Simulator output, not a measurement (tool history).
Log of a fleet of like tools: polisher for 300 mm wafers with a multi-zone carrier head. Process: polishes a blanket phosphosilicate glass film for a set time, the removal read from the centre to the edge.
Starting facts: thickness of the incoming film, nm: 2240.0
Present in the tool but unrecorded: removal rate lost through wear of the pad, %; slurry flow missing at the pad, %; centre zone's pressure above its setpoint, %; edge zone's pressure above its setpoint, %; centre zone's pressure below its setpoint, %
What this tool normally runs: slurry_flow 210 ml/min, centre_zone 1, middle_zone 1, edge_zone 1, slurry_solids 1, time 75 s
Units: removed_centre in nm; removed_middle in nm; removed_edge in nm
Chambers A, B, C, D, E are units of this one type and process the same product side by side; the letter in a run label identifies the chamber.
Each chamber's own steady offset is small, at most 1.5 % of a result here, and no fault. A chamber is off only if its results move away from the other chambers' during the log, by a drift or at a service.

run,hour,slurry_flow,centre_zone,middle_zone,edge_zone,slurry_solids,time,wafers polished on this pad,hours since the slurry nozzle was cleaned,hours since the centre zone pressure was calibrated,hours since the edge zone pressure was calibrated,removed_centre,removed_middle,removed_edge
1A,7.4,210,1,1,1,1,75,150,511.7,77.8,310.5,412.38,407.6,403.54
2B,13.2,210,1,1,1,1,75,556,338.6,118,416.5,417.11,407.44,407.93
3E,21.7,210,1,1,1,1,75,380,200.2,576.6,167.6,404.82,404.81,405.87
4C,30.9,210,1,1,1,1,75,683,222.8,356.6,160.1,411.52,407.19,415.27
# hour 38.1: chamber B: worn pad replaced by a new one
5D,39.8,210,1,1,1,1,75,347,172.7,1082.9,159.1,403.97,413.85,404.3
6D,46.9,210,1,1,1,1,75,395,179.8,1090,166.2,406.39,412.18,397.74
7C,54.9,210,1,1,1,1,75,847,246.8,380.6,184.1,397.63,407.4,408.93
8E,61,210,1,1,1,1,75,649,239.5,615.9,206.9,400.31,404.39,409.05
# hour 62.4: chamber D: centre zone pressure recalibrated
9B,70.3,210,1,1.11,1,1,75,220,395.7,175.1,473.6,415.91,446.17,411.06
# hour 73.4: chamber A: worn pad replaced by a new one
10A,78,210,1,1.11,1,1,75,31,582.3,148.4,381.1,418.58,446.31,407.61
# hour 81.6: chamber C: worn pad replaced by a new one
11C,83.2,210,1,1.11,1,1,75,11,275.1,408.9,212.4,402.43,449.24,413.72
# hour 86.3: chamber D: worn pad replaced by a new one
12B,93.5,210,1,1.11,1,1,75,378,418.9,198.3,496.8,408.68,449.84,408.62
13D,102.6,210,1,1.11,1,1,75,111,235.5,40.3,221.9,400,456.18,409.69
# hour 107.2: chamber A: edge zone pressure recalibrated
14E,111.7,210,1,1,1,1,75,995,290.2,666.6,257.6,411.62,407.29,411.5
15A,117.3,210,1,1,1,1,75,299,621.6,187.7,10.2,410.41,407.11,413.35
16D,126.4,210,1,1,1,1,75,274,259.3,64.1,245.7,407.25,415.2,406.07
# hour 131: chamber D: slurry nozzle cleaned
17A,131.6,210,1,1,1,1,75,397,635.9,202,24.5,412.01,403.55,414.78
18B,137.2,210,1,1,1,1,75,676,462.6,242,540.5,416.69,408.93,409.79
19E,144.2,210,1,1,1,1,75,1217,322.7,699.1,290.1,406.93,408.58,407.09
# hour 153: chamber B: worn pad replaced by a new one
20C,153.2,210,1.05,1.07,1,1,75,489,345.1,478.9,282.4,429.18,434.22,407.74
21A,159.5,210,1.05,1.07,1,1,75,587,663.8,229.9,52.4,450.54,430.89,409.18
22B,169.1,210,1.05,1.07,1,1,75,110,494.5,273.9,572.4,429.52,435.46,408.99
23C,174,210,1.05,1.07,1,1,75,631,365.9,499.7,303.2,432.74,433.58,410.76
# hour 176.6: chamber A: worn pad replaced by a new one
24E,181.4,210,1.05,1.07,1,1,75,1471,359.9,736.3,327.3,423.29,436.23,404.52
# hour 184.1: chamber E: worn pad replaced by a new one
25D,191.9,210,1,1,1.05,1,75,721,60.9,129.6,311.2,407.45,410.55,413.58
# hour 201.2: chamber D: worn pad replaced by a new one
26B,202.7,210,1,1,1.05,1,75,339,528.1,307.5,606,411.8,406.74,421.81
# hour 206.7: chamber C: worn pad replaced by a new one
27C,210.8,210,1,1,1.05,1,75,28,402.7,536.5,340,407.49,412.17,421.21
28D,220.1,210,1,1,1.05,1,75,129,89.1,157.8,339.4,409.75,413.06,414.83
29A,229.8,210,1,1,1.05,1,75,363,734.1,300.2,122.7,400.38,403.71,419.28
30E,237.3,210,1,1,1,1,75,363,415.8,792.2,383.2,403.58,408.04,404.46
31E,244.1,210,1,1,1,1,75,409,422.6,799,390,403.75,410.2,413.14
32C,253.8,210,1,1.06,1.06,1,75,322,445.7,579.5,383,406.28,432.5,426.73

Is one chamber off against the others, does the gauge drift, or is nothing wrong? If a chamber is off, say which, and what the likeliest cause is.

Neither any chamber nor the gauge drifts; the chambers differ only by their own small, steady offsets.

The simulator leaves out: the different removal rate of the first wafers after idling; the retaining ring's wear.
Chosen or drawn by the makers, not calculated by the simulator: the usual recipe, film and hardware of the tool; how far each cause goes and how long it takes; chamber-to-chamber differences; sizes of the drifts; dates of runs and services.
